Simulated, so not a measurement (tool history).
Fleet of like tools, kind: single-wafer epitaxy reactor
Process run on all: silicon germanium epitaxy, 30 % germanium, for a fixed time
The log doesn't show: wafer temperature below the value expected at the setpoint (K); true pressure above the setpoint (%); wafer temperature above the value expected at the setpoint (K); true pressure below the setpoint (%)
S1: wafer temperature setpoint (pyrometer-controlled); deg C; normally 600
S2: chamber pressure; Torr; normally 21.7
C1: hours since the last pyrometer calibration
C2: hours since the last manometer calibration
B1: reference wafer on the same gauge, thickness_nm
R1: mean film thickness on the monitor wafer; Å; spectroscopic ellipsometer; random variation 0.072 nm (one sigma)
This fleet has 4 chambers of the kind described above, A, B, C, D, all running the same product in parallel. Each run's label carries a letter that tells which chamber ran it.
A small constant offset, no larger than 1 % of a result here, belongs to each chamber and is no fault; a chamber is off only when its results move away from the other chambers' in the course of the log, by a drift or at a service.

run,hour,S1,S2,C1,C2,B1,R1
1A,10.4,600,21.7,1473.7,251.3,51.001,604.20
2D,19.0,600,21.7,547.4,1543.4,50.993,616.88
3C,29.2,600,21.7,2100.4,1377.1,50.983,609.22
4B,39.8,600,21.7,699.1,2104.8,50.970,608.63
5C,45.3,594,17.6,2116.5,1393.2,50.962,501.45
6B,54.1,594,17.6,713.4,2119.1,50.959,499.53
7A,63.3,594,17.6,1526.6,304.2,50.953,496.64
8D,69.0,594,17.6,597.4,1593.4,50.940,508.60
9D,74.9,600,21.7,603.3,1599.3,50.936,614.54
10B,83.8,600,21.7,743.1,2148.8,50.934,608.64
11A,89.8,600,21.7,1553.1,330.7,50.938,603.47
12C,97.7,600,21.7,2168.9,1445.6,50.909,608.40
13C,104.9,600,21.7,2176.1,1452.8,50.924,605.87
14B,114.3,600,21.7,773.6,2179.3,50.917,609.25
15A,122.4,610,26.5,1585.7,363.3,50.910,784.70
16D,128.8,610,26.5,657.2,1653.2,50.897,791.48
17C,138.0,610,26.5,2209.2,1485.9,50.878,787.48
18B,144.5,610,26.5,803.8,2209.5,50.895,794.08
19A,150.0,600,21.7,1613.3,390.9,50.884,603.67
20D,155.0,592,26.1,683.4,1679.4,50.883,569.71
21D,162.7,592,26.1,691.1,1687.1,50.884,569.93
22A,170.3,592,26.1,1633.6,411.2,50.880,559.99
23C,176.2,592,26.1,2247.4,1524.1,50.868,564.65
24B,183.4,600,21.7,842.7,2248.4,50.869,607.90
25C,191.1,586,24.6,2262.3,1539.0,50.859,491.51
26A,199.2,586,24.6,1662.5,440.1,50.856,487.37
27D,208.7,586,24.6,737.1,1733.1,50.845,498.41
28B,217.1,586,24.6,876.4,2282.1,50.849,491.38
29D,225.9,600,21.7,754.3,1750.3,50.840,614.59
30B,233.3,589,18.8,892.6,2298.3,50.830,467.07
31C,243.3,589,18.8,2314.5,1591.2,50.829,467.34
32A,249.9,589,18.8,1713.2,490.8,50.824,463.50
33A,254.7,589,18.8,1718.0,495.6,50.820,463.01
34D,263.2,600,21.7,791.6,1787.6,50.804,612.53
35B,269.1,600,21.7,928.4,2334.1,50.804,609.38
36C,279.7,600,21.7,2350.9,1627.6,50.799,605.77
37C,287.8,600,21.7,2359.0,1635.7,50.784,604.64
38A,296.8,600,21.7,1760.1,537.7,50.780,602.14
39D,304.3,600,21.7,832.7,1828.7,50.776,612.27
40B,313.5,600,21.7,972.8,2378.5,50.761,608.35
41B,319.4,600,21.7,978.7,2384.4,50.763,607.01
42D,327.5,600,21.7,855.9,1851.9,50.765,612.51

Each of the 4 chambers runs these same settings next. Fill in every chamber's results:
43A,335.5,600,21.7,,,,?
43B,335.5,600,21.7,,,,?
43C,335.5,600,21.7,,,,?
43D,335.5,600,21.7,,,,?

run,R1
43A,601.83
43B,608.56
43C,603.74
43D,612.84

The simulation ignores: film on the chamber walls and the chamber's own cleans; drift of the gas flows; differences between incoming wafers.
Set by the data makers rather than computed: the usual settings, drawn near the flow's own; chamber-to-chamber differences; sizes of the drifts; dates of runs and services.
